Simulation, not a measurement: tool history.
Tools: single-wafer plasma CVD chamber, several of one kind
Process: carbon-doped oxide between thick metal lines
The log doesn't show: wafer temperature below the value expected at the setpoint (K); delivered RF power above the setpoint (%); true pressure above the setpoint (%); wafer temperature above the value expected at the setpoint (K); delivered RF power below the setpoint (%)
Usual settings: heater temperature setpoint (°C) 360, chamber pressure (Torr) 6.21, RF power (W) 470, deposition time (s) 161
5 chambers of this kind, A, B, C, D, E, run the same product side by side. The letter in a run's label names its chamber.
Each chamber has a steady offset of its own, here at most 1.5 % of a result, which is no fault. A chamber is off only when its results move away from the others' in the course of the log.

| run | hour | heater temperature setpoint (°C) | chamber pressure (Torr) | RF power (W) | deposition time (s) | hours since the last thermocouple change | hours since the last RF generator calibration | hours since the last manometer calibration | read-back reference wafer on the same gauge, thickness_nm | mean film thickness on the monitor wafer (angstrom) |
|---|---|---|---|---|---|---|---|---|---|---|
| 1D | 11.2 | 360 | 6.21 | 470 | 161 | 340.2 | 710.2 | 966.8 | 689.43 | 7820.2 |
| 2A | 23.5 | 360 | 6.21 | 470 | 161 | 831.3 | 249.1 | 1331.1 | 688.35 | 8022.9 |
| 3B | 32.5 | 360 | 6.21 | 470 | 161 | 1499.7 | 1593.6 | 1427.7 | 689.51 | 7830.7 |
| 4E | 46.4 | 360 | 6.21 | 470 | 161 | 1708.6 | 1647.1 | 1007.2 | 687.78 | 7864.2 |
|  | 49.1 | chamber E: thermocouple changed; heater temperature recalibrated |
| 5C | 56.9 | 360 | 6.21 | 380 | 161 | 1226.2 | 410.1 | 979.1 | 688.03 | 6675.6 |
| 6A | 65 | 360 | 6.21 | 380 | 161 | 872.8 | 290.6 | 1372.6 | 687.42 | 6836.3 |
| 7B | 72.9 | 360 | 6.21 | 380 | 161 | 1540.1 | 1634 | 1468.1 | 688.63 | 6718.4 |
| 8D | 85.4 | 360 | 6.21 | 380 | 161 | 414.4 | 784.4 | 1041 | 688.37 | 6790.6 |
| 9C | 95.1 | 360 | 6.21 | 380 | 161 | 1264.4 | 448.3 | 1017.3 | 688.69 | 6690.2 |
| 10E | 107.8 | 360 | 6.21 | 470 | 161 | 58.8 | 1708.5 | 1068.6 | 688.23 | 7804.3 |
| 11E | 123.2 | 360 | 6.21 | 470 | 161 | 74.2 | 1723.9 | 1084 | 688.69 | 7886.8 |
| 12D | 135.5 | 360 | 6.21 | 470 | 161 | 464.5 | 834.5 | 1091.1 | 688.08 | 7824.8 |
|  | 138.8 | chamber B: thermocouple changed; heater temperature recalibrated |
| 13A | 144.8 | 360 | 6.21 | 470 | 161 | 952.6 | 370.4 | 1452.4 | 689.33 | 7917.1 |
| 14B | 152.3 | 360 | 6.21 | 470 | 161 | 13.6 | 1713.4 | 1547.5 | 688.68 | 7758.4 |
| 15C | 162.7 | 360 | 6.21 | 470 | 161 | 1332 | 515.9 | 1084.9 | 688.68 | 7779.4 |
| 16E | 170.6 | 360 | 6.21 | 470 | 161 | 121.6 | 1771.3 | 1131.4 | 687.98 | 7889.4 |
| 17B | 183.7 | 360 | 6.21 | 470 | 188 | 45 | 1744.8 | 1578.9 | 688.23 | 9139.9 |
| 18A | 194.5 | 360 | 6.21 | 470 | 188 | 1002.3 | 420.1 | 1502.1 | 688.81 | 9212.7 |
| 19C | 209.2 | 360 | 6.21 | 470 | 188 | 1378.5 | 562.4 | 1131.4 | 687.4 | 9142.3 |
| 20D | 218.8 | 360 | 6.21 | 470 | 188 | 547.8 | 917.8 | 1174.4 | 687.96 | 8999.3 |
| 21B | 231.4 | 360 | 6.21 | 470 | 188 | 92.7 | 1792.5 | 1626.6 | 688.18 | 9133 |
| 22C | 245.8 | 360 | 6.21 | 470 | 161 | 1415.1 | 599 | 1168 | 687.91 | 7798.5 |
|  | 250.4 | chamber E: capacitance manometer re-zeroed and calibrated |
| 23E | 256.3 | 360 | 6.21 | 470 | 161 | 207.3 | 1857 | 5.9 | 688.16 | 7872.1 |
| 24A | 268.1 | 360 | 6.21 | 380 | 161 | 1075.9 | 493.7 | 1575.7 | 687.85 | 6864.7 |
| 25D | 276.9 | 360 | 6.21 | 380 | 161 | 605.9 | 975.9 | 1232.5 | 688.7 | 6582.3 |
| 26A | 284.9 | 360 | 6.21 | 380 | 161 | 1092.7 | 510.5 | 1592.5 | 688.04 | 6890.9 |
| 27B | 293.8 | 360 | 6.21 | 380 | 161 | 155.1 | 1854.9 | 1689 | 688.74 | 6665.3 |
| 28D | 307.1 | 360 | 6.21 | 380 | 161 | 636.1 | 1006.1 | 1262.7 | 687.78 | 6552.4 |
| 29E | 314.9 | 360 | 6.21 | 470 | 161 | 265.9 | 1915.6 | 64.5 | 688.69 | 7862.7 |
| 30C | 322.9 | 360 | 6.21 | 470 | 161 | 1492.2 | 676.1 | 1245.1 | 687.9 | 7832.1 |
| 31E | 331.4 | 360 | 6.21 | 470 | 161 | 282.4 | 1932.1 | 81 | 687.28 | 7840.4 |
| 32B | 339.7 | 360 | 6.21 | 470 | 161 | 201 | 1900.8 | 1734.9 | 687.21 | 7891.5 |
| 33D | 348 | 360 | 6.21 | 470 | 161 | 677 | 1047 | 1303.6 | 687.85 | 7736.2 |
| 34C | 363.5 | 360 | 6.21 | 470 | 161 | 1532.8 | 716.7 | 1285.7 | 688.3 | 7804.2 |
| 35A | 374 | 360 | 6.21 | 470 | 161 | 1181.8 | 599.6 | 1681.6 | 688 | 7858.4 |
| 36C | 384.5 | 360 | 6.21 | 470 | 161 | 1553.8 | 737.7 | 1306.7 | 688.83 | 7731.6 |
| 37B | 393.6 | 360 | 6.21 | 470 | 161 | 254.9 | 1954.7 | 1788.8 | 686.67 | 7835.1 |
| 38A | 408 | 360 | 6.21 | 470 | 161 | 1215.8 | 633.6 | 1715.6 | 688.53 | 7941.1 |
| 39D | 420.5 | 355 | 6.21 | 520 | 161 | 749.5 | 1119.5 | 1376.1 | 688.31 | 8167.3 |
| 40E | 434.4 | 355 | 6.21 | 520 | 161 | 385.4 | 2035.1 | 184 | 688.7 | 8516 |

Next, every chamber runs the same settings. What will each give?
| 41A | 445.6 | 360 | 7.35 | 470 | 161 |  |  |  |  | ? |
| 41B | 445.6 | 360 | 7.35 | 470 | 161 |  |  |  |  | ? |
| 41C | 445.6 | 360 | 7.35 | 470 | 161 |  |  |  |  | ? |
| 41D | 445.6 | 360 | 7.35 | 470 | 161 |  |  |  |  | ? |
| 41E | 445.6 | 360 | 7.35 | 470 | 161 |  |  |  |  | ? |

| run | mean film thickness on the monitor wafer (angstrom) |
|---|---|
| 41A | 7963.8 |
| 41B | 8063.5 |
| 41C | 7948.7 |
| 41D | 7561.1 |
| 41E | 7936.1 |

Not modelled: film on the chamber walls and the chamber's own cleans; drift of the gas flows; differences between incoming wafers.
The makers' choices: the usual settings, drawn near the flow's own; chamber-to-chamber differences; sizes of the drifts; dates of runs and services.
